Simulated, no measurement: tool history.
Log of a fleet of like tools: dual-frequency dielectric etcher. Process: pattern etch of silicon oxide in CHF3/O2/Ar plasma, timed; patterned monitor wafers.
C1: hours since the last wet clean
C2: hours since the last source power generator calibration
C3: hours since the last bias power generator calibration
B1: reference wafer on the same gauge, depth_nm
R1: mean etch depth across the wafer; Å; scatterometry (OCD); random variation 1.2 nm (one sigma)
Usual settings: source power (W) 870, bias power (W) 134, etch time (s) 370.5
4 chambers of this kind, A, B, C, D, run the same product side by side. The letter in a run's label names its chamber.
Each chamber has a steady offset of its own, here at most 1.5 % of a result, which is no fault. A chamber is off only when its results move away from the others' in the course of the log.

Run 1C, day 0.25: usual settings; C1 210.6; C2 559.9; C3 3089.7; B1 806.78. Result: R1 7640.7 Å.
Run 2D, day 0.429: usual settings; C1 280.1; C2 1514.3; C3 831.9; B1 807.33. Result: R1 7810.5 Å.
Run 3A, day 0.667: usual settings; C1 695.7; C2 502.9; C3 990.7; B1 807.49. Result: R1 7712.7 Å.
Run 4B, day 0.917: usual settings; C1 459.7; C2 1090.7; C3 1436.8; B1 807.28. Result: R1 7648.7 Å.
Run 5C, day 1.129: usual settings; C1 231.7; C2 581; C3 3110.8; B1 807.26. Result: R1 7663 Å.
Run 6B, day 1.429: usual settings; C1 472; C2 1103; C3 1449.1; B1 807.33. Result: R1 7641.3 Å.
Run 7A, day 1.629: usual settings; C1 718.8; C2 526; C3 1013.8; B1 807.47. Result: R1 7710.8 Å.
Run 8D, day 1.904: usual settings; C1 315.5; C2 1549.7; C3 867.3; B1 807.91. Result: R1 7808.2 Å.
Run 9D, day 2.15: usual settings; C1 321.4; C2 1555.6; C3 873.2; B1 807.78. Result: R1 7833.4 Å.
At day 2.254: chamber A: wet clean of the chamber.
Run 10B, day 2.479: usual settings; C1 497.2; C2 1128.2; C3 1474.3; B1 807.86. Result: R1 7647.7 Å.
Run 11A, day 2.667: usual settings; C1 10; C2 550.9; C3 1038.7; B1 808.13. Result: R1 7692.9 Å.
Run 12C, day 2.862: usual settings; C1 273.3; C2 622.6; C3 3152.4; B1 808.24. Result: R1 7651.3 Å.
Run 13C, day 3.029: usual settings; C1 277.3; C2 626.6; C3 3156.4; B1 808.2. Result: R1 7652.8 Å.
Run 14D, day 3.25: usual settings but source power (W) 1050, bias power (W) 109; C1 347.8; C2 1582; C3 899.6; B1 808.36. Result: R1 7899.6 Å.
Run 15B, day 3.504: usual settings but source power (W) 1050, bias power (W) 109; C1 521.8; C2 1152.8; C3 1498.9; B1 808.19. Result: R1 7754.8 Å.
Run 16A, day 3.7: usual settings but source power (W) 1050, bias power (W) 109; C1 34.8; C2 575.7; C3 1063.5; B1 808.54. Result: R1 7829.9 Å.
Run 17D, day 4.012: usual settings but source power (W) 1050, bias power (W) 109; C1 366.1; C2 1600.3; C3 917.9; B1 808.82. Result: R1 7921.8 Å.
Run 18A, day 4.288: usual settings; C1 48.9; C2 589.8; C3 1077.6; B1 808.72. Result: R1 7708.2 Å.
At day 4.338: chamber D: wet clean of the chamber.
Run 19C, day 4.517: usual settings but source power (W) 1040; C1 313; C2 662.3; C3 3192.1; B1 808.87. Result: R1 8217.8 Å.
At day 4.767: chamber B: wet clean of the chamber.
Run 20B, day 4.808: usual settings but source power (W) 1040; C1 1.1; C2 1184.1; C3 1530.2; B1 809.12. Result: R1 8204.2 Å.
Run 21D, day 5.112: usual settings but source power (W) 1040; C1 18.7; C2 1626.7; C3 944.3; B1 809.3. Result: R1 8405 Å.
Run 22C, day 5.279: usual settings but source power (W) 1040; C1 331.3; C2 680.6; C3 3210.4; B1 809.59. Result: R1 8235.3 Å.
Run 23B, day 5.446: usual settings; C1 16.4; C2 1199.4; C3 1545.5; B1 809.32. Result: R1 7650.7 Å.
Run 24A, day 5.754: usual settings; C1 84.1; C2 625; C3 1112.8; B1 809.64. Result: R1 7723 Å.
Run 25D, day 6: usual settings; C1 40; C2 1648; C3 965.6; B1 809.73. Result: R1 7833.2 Å.
Run 26C, day 6.225: usual settings but bias power (W) 164; C1 354; C2 703.3; C3 3233.1; B1 809.86. Result: R1 8192.1 Å.
Run 27B, day 6.55: usual settings but bias power (W) 164; C1 42.9; C2 1225.9; C3 1572; B1 809.93. Result: R1 8165.4 Å.
Run 28A, day 6.704: usual settings but bias power (W) 164; C1 106.9; C2 647.8; C3 1135.6; B1 810.07. Result: R1 8235.2 Å.
Run 29A, day 6.942: usual settings but bias power (W) 164; C1 112.6; C2 653.5; C3 1141.3; B1 810.18. Result: R1 8223.5 Å.
Run 30B, day 7.162: usual settings; C1 57.6; C2 1240.6; C3 1586.7; B1 810.14. Result: R1 7675 Å.
Run 31D, day 7.488: usual settings; C1 75.7; C2 1683.7; C3 1001.3; B1 810.28. Result: R1 7845.9 Å.
Run 32C, day 7.662: usual settings; C1 388.5; C2 737.8; C3 3267.6; B1 810.9. Result: R1 7667.6 Å.
Run 33D, day 7.992: usual settings but bias power (W) 163, etch time (s) 262; C1 87.8; C2 1695.8; C3 1013.4; B1 810.34. Result: R1 5890.7 Å.
Run 34A, day 8.296: usual settings but bias power (W) 163, etch time (s) 262; C1 145.1; C2 686; C3 1173.8; B1 810.41. Result: R1 5805.6 Å.
Run 35B, day 8.567: usual settings but bias power (W) 163, etch time (s) 262; C1 91.3; C2 1274.3; C3 1620.4; B1 810.53. Result: R1 5775.8 Å.
Run 36C, day 8.912: usual settings but bias power (W) 163, etch time (s) 262; C1 418.5; C2 767.8; C3 3297.6; B1 811.02. Result: R1 5769.2 Å.
Run 37C, day 9.254: usual settings; C1 426.7; C2 776; C3 3305.8; B1 810.8. Result: R1 7661.2 Å.
Run 38B, day 9.592: usual settings; C1 115.9; C2 1298.9; C3 1645; B1 811. Result: R1 7693.8 Å.
Run 39A, day 9.833: usual settings; C1 182; C2 722.9; C3 1210.7; B1 811.3. Result: R1 7744.6 Å.
Run 40D, day 10.138: usual settings; C1 139.3; C2 1747.3; C3 1064.9; B1 811.5. Result: R1 7844.9 Å.
Run 41C, day 10.458: usual settings; C1 455.6; C2 804.9; C3 3334.7; B1 811.55. Result: R1 7706.5 Å.
Run 42D, day 10.688: usual settings; C1 152.5; C2 1760.5; C3 1078.1; B1 811.5. Result: R1 7856.2 Å.
Run 43A, day 11.033: usual settings; C1 210.8; C2 751.7; C3 1239.5; B1 811.51. Result: R1 7750.5 Å.
Run 44B, day 11.283: usual settings; C1 156.5; C2 1339.5; C3 1685.6; B1 812.34. Result: R1 7675.5 Å.

All 4 chambers run these settings next. Forecast each chamber's results:
Run 45A, day 11.529: usual settings. Result: R1 ?.
Run 45B, day 11.529: usual settings. Result: R1 ?.
Run 45C, day 11.529: usual settings. Result: R1 ?.
Run 45D, day 11.529: usual settings. Result: R1 ?.

run      R1
45A  7749.8
45B  7704.6
45C  7710.3
45D  7840.9
